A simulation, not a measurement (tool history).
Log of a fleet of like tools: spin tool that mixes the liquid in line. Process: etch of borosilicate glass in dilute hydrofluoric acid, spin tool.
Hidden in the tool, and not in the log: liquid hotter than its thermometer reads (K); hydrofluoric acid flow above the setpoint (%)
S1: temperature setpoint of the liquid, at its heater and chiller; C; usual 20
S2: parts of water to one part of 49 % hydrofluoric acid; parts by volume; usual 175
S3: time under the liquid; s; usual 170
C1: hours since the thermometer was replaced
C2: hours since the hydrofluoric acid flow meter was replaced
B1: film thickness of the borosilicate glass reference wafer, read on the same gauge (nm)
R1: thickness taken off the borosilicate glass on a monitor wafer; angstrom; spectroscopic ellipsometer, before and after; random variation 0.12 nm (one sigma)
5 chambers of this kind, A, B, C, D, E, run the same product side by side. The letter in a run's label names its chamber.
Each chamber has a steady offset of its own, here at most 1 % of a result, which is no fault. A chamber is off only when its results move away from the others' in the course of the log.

run   hour  S1   S2   S3      C1      C2      B1       R1
 1D   10.5  20  175  170    92.7    93.3  139.96  182.580
 2C   23.2  20  175  170  1789.4   434.9  139.99  178.560
 3B   35.7  20  175  170   152.2  2300.4  140.04  182.700
 4A   41.3  20  175  170    70.3   920.2  139.97  179.690
 5E   53.5  18  175  250   201.6  1086.1  139.99  245.910
 6B   59.4  18  175  250   175.9  2324.1  139.99  247.700
 7A   70.5  18  175  250    99.5   949.4  139.97  243.930
 8E   79.3  18  175  250   227.4  1111.9  139.96  242.540
 9C   85.4  18  175  250  1851.6   497.1  140.01  246.100
10D   96.2  20  175  170   178.4   179.0  140.01  183.370
11E  105.0  20  175  170   253.1  1137.6  139.96  182.700
12A  115.5  20  175  170   144.5   994.4  140.00  178.760
13D  121.3  20  175  170   203.5   204.1  140.00  182.270
14C  126.9  20  175  170  1893.1   538.6  139.99  180.310
15B  138.3  20  175  170   254.8  2403.0  139.99  181.300
16A  146.6  20  175  170   175.6  1025.5  139.97  181.630
17E  157.8  20  175  170   305.9  1190.4  139.97  180.060
18B  168.6  20  175  170   285.1  2433.3  139.97  183.600
     169.7  -- chamber B: hydrofluoric acid flow meter replaced
19C  174.9  20  175  170  1941.1   586.6  140.03  180.960
20D  185.5  20  175  170   267.7   268.3  140.00  183.960
21D  194.0  20  175  170   276.2   276.8  140.01  182.090
22C  206.5  20  175  170  1972.7   618.2  140.00  178.580
23E  218.2  20  175  170   366.3  1250.8  140.00  183.390
24A  224.7  20  175  170   253.7  1103.6  139.96  179.310
25B  236.4  20  175  170   352.9    66.7  139.99  187.780
26B  243.4  20  175  170   359.9    73.7  140.03  185.600
27C  252.8  20  175  170  2019.0   664.5  139.99  181.900
28D  259.9  20  175  170   342.1   342.7  140.01  183.150
29E  267.9  20  175  170   416.0  1300.5  139.98  181.320
30A  275.0  20  175  170   304.0  1153.9  139.99  180.280
31C  283.7  20  230  125  2049.9   695.4  140.01   94.982
32D  291.2  20  230  125   373.4   374.0  139.95   95.953
33E  299.8  20  230  125   447.9  1332.4  140.01   96.094
34A  308.2  20  230  125   337.2  1187.1  139.97   95.223
35B  316.0  20  230  125   432.5   146.3  140.04   98.577
36B  327.3  20  175  170   443.8   157.6  139.99  186.780
37D  333.7  18  175  220   415.9   416.5  140.02  219.650

All 5 chambers run these settings next. Forecast each chamber's results:
38A  342.9  17  175  170               ?
38B  342.9  17  175  170               ?
38C  342.9  17  175  170               ?
38D  342.9  17  175  170               ?
38E  342.9  17  175  170               ?

run       R1
38A  159.660
38B  166.580
38C  161.060
38D  162.710
38E  160.480

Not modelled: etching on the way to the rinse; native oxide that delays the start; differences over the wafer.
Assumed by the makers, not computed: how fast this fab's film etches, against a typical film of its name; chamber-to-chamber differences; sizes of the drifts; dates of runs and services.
